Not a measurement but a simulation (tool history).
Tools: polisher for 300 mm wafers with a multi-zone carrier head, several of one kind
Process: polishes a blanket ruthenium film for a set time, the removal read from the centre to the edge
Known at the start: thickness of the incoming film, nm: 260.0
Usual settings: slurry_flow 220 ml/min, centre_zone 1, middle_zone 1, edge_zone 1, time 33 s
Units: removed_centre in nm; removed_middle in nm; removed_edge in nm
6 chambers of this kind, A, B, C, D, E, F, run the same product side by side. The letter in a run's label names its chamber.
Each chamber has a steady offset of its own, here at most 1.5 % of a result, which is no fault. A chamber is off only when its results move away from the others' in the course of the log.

run 1F hour=4.5 | slurry_flow=220 centre_zone=1 middle_zone=1 edge_zone=1 time=33 | removed_centre=26.247 removed_middle=26.311 removed_edge=25.709
run 2E hour=10 | slurry_flow=220 centre_zone=1 middle_zone=1 edge_zone=1 time=33 | removed_centre=25.795 removed_middle=25.598 removed_edge=25.815
run 3B hour=14.3 | slurry_flow=220 centre_zone=1 middle_zone=1 edge_zone=1 time=33 | removed_centre=25.722 removed_middle=25.509 removed_edge=26.143
run 4A hour=19.6 | slurry_flow=220 centre_zone=1 middle_zone=1 edge_zone=1 time=33 | removed_centre=25.069 removed_middle=24.315 removed_edge=25.782
-- hour=23.8 chamber F: worn pad replaced by a new one
run 5C hour=24.8 | slurry_flow=220 centre_zone=1 middle_zone=1 edge_zone=1 time=33 | removed_centre=25.394 removed_middle=26.489 removed_edge=25.486
run 6D hour=29.2 | slurry_flow=220 centre_zone=1 middle_zone=1 edge_zone=1 time=33 | removed_centre=25.897 removed_middle=25.8 removed_edge=26.344
run 7C hour=32.8 | slurry_flow=220 centre_zone=1 middle_zone=1 edge_zone=1 time=33 | removed_centre=25.685 removed_middle=24.943 removed_edge=25.086
run 8A hour=35.6 | slurry_flow=220 centre_zone=1.11 middle_zone=1 edge_zone=1.09 time=33 | removed_centre=28.233 removed_middle=24.263 removed_edge=26.54
run 9D hour=40.4 | slurry_flow=220 centre_zone=1.11 middle_zone=1 edge_zone=1.09 time=33 | removed_centre=29.685 removed_middle=25.255 removed_edge=27.018
-- hour=43.5 chamber B: worn pad replaced by a new one
run 10B hour=44.8 | slurry_flow=220 centre_zone=1.11 middle_zone=1 edge_zone=1.09 time=33 | removed_centre=28.817 removed_middle=25.756 removed_edge=27.718
-- hour=45 chamber F: edge zone pressure recalibrated
run 11E hour=50.7 | slurry_flow=220 centre_zone=1.11 middle_zone=1 edge_zone=1.09 time=33 | removed_centre=28.789 removed_middle=25.331 removed_edge=26.91
-- hour=55.7 chamber A: worn pad replaced by a new one
run 12F hour=56.3 | slurry_flow=220 centre_zone=1.11 middle_zone=1 edge_zone=1.09 time=33 | removed_centre=28.693 removed_middle=26.219 removed_edge=27.375
run 13C hour=62.2 | slurry_flow=220 centre_zone=1.11 middle_zone=1 edge_zone=1.09 time=33 | removed_centre=28.13 removed_middle=25.609 removed_edge=25.999
-- hour=64 chamber F: centre zone pressure recalibrated
run 14A hour=67 | slurry_flow=220 centre_zone=1 middle_zone=1 edge_zone=1 time=33 | removed_centre=25.452 removed_middle=25.18 removed_edge=26.009
-- hour=67.4 chamber C: centre zone pressure recalibrated
run 15B hour=72.8 | slurry_flow=220 centre_zone=1 middle_zone=1 edge_zone=1 time=33 | removed_centre=26.314 removed_middle=26.056 removed_edge=25.795
run 16E hour=75.8 | slurry_flow=220 centre_zone=1 middle_zone=1 edge_zone=1 time=33 | removed_centre=25.141 removed_middle=25.483 removed_edge=25.847
run 17D hour=80.3 | slurry_flow=220 centre_zone=1 middle_zone=1 edge_zone=1 time=33 | removed_centre=25.233 removed_middle=26.347 removed_edge=25.674
-- hour=84.3 chamber D: worn pad replaced by a new one
run 18F hour=84.6 | slurry_flow=220 centre_zone=1 middle_zone=1 edge_zone=1 time=33 | removed_centre=25.658 removed_middle=25.889 removed_edge=25.867
-- hour=88 chamber E: worn pad replaced by a new one
-- hour=89.3 chamber A: slurry nozzle cleaned
run 19D hour=89.5 | slurry_flow=150 centre_zone=1 middle_zone=1 edge_zone=1 time=33 | removed_centre=23.887 removed_middle=24.4 removed_edge=24.606
run 20F hour=92.3 | slurry_flow=150 centre_zone=1 middle_zone=1 edge_zone=1 time=33 | removed_centre=24.053 removed_middle=24.154 removed_edge=24.431
run 21E hour=95.9 | slurry_flow=150 centre_zone=1 middle_zone=1 edge_zone=1 time=33 | removed_centre=23.716 removed_middle=24.412 removed_edge=24.235
run 22C hour=100.8 | slurry_flow=150 centre_zone=1 middle_zone=1 edge_zone=1 time=33 | removed_centre=22.81 removed_middle=22.524 removed_edge=23.045
run 23B hour=105.6 | slurry_flow=150 centre_zone=1 middle_zone=1 edge_zone=1 time=33 | removed_centre=23.546 removed_middle=23.985 removed_edge=24.692
-- hour=107.6 chamber F: worn pad replaced by a new one
run 24A hour=111 | slurry_flow=150 centre_zone=1 middle_zone=1 edge_zone=1 time=33 | removed_centre=23.74 removed_middle=24.008 removed_edge=24.791
run 25A hour=115.1 | slurry_flow=220 centre_zone=1 middle_zone=1 edge_zone=1 time=33 | removed_centre=25.28 removed_middle=26.358 removed_edge=25.769
run 26F hour=120.3 | slurry_flow=220 centre_zone=1 middle_zone=1 edge_zone=1 time=33 | removed_centre=26.228 removed_middle=25.417 removed_edge=25.393
run 27E hour=124.1 | slurry_flow=220 centre_zone=1 middle_zone=1 edge_zone=1 time=33 | removed_centre=25.054 removed_middle=25.652 removed_edge=25.56
-- hour=127.4 chamber D: slurry nozzle cleaned
run 28C hour=129.3 | slurry_flow=220 centre_zone=1 middle_zone=1 edge_zone=1 time=33 | removed_centre=24.127 removed_middle=24.273 removed_edge=23.673
run 29B hour=134.3 | slurry_flow=220 centre_zone=1 middle_zone=1 edge_zone=1 time=33 | removed_centre=25.899 removed_middle=25.921 removed_edge=25.683
run 30D hour=138.1 | slurry_flow=220 centre_zone=1 middle_zone=1 edge_zone=1 time=22 | removed_centre=17.292 removed_middle=17.153 removed_edge=17.429
run 31D hour=142.1 | slurry_flow=220 centre_zone=1 middle_zone=1 edge_zone=1 time=22 | removed_centre=17.25 removed_middle=17.243 removed_edge=17.238
run 32A hour=144.9 | slurry_flow=220 centre_zone=1 middle_zone=1 edge_zone=1 time=22 | removed_centre=17.062 removed_middle=17.189 removed_edge=17.349
run 33F hour=147.7 | slurry_flow=220 centre_zone=1 middle_zone=1 edge_zone=1 time=22 | removed_centre=17.287 removed_middle=17.394 removed_edge=17.143
run 34E hour=153 | slurry_flow=220 centre_zone=1 middle_zone=1 edge_zone=1 time=22 | removed_centre=17.135 removed_middle=17.098 removed_edge=17.193
run 35B hour=156 | slurry_flow=220 centre_zone=1 middle_zone=1 edge_zone=1 time=22 | removed_centre=17.442 removed_middle=17.044 removed_edge=17.35
run 36C hour=161.8 | slurry_flow=220 centre_zone=1 middle_zone=1 edge_zone=1 time=33 | removed_centre=24.19 removed_middle=22.951 removed_edge=23.888
run 37E hour=164.6 | slurry_flow=220 centre_zone=1 middle_zone=1 edge_zone=1 time=33 | removed_centre=25.214 removed_middle=25.548 removed_edge=25.706
run 38D hour=170.7 | slurry_flow=220 centre_zone=1 middle_zone=1 edge_zone=1 time=24 | removed_centre=18.033 removed_middle=19.223 removed_edge=19.018
run 39F hour=175.1 | slurry_flow=220 centre_zone=1 middle_zone=1 edge_zone=1 time=24 | removed_centre=18.764 removed_middle=18.502 removed_edge=18.911

What goes on in this fleet: one chamber off, a drifting gauge, or nothing beyond the chambers' own small offsets? Name the chamber and the cause, if any.

Chamber C drifts away from the others.
Cause: removal rate lost through wear of the pad, % = 9.15.
The log may not tell that from: slurry flow missing at the pad, %.

Here are 4 candidates for chamber C's next run, each the usual settings with a change, their results left as question marks. Which one brings its results back in line with what the others give on the usual settings?
In line means no further than this from the other chambers' mean on the usual settings: removed_centre 1.1 nm; removed_middle 1.3 nm; removed_edge 0.91 nm
run 40C-1 hour=179.5 | slurry_flow=220 centre_zone=1 middle_zone=1 edge_zone=1 time=34 | removed_centre=? removed_middle=? removed_edge=?
run 40C-2 hour=179.5 | slurry_flow=220 centre_zone=1 middle_zone=1 edge_zone=1 time=32 | removed_centre=? removed_middle=? removed_edge=?
run 40C-3 hour=179.5 | slurry_flow=220 centre_zone=1 middle_zone=1.01 edge_zone=0.99 time=30 | removed_centre=? removed_middle=? removed_edge=?
run 40C-4 hour=179.5 | slurry_flow=220 centre_zone=1 middle_zone=0.99 edge_zone=1.01 time=36 | removed_centre=? removed_middle=? removed_edge=?

The other chambers' mean on the usual settings: removed_centre 25.657 nm; removed_middle 25.58 nm; removed_edge 25.78 nm
run=40C-1 removed_centre=24.126 removed_middle=24.057 removed_edge=24.166
run=40C-2 removed_centre=22.706 removed_middle=22.642 removed_edge=22.745
run=40C-3 removed_centre=21.289 removed_middle=21.424 removed_edge=21.209
run=40C-4 removed_centre=25.543 removed_middle=25.235 removed_edge=25.725
40C-4 brings the chamber back in line.
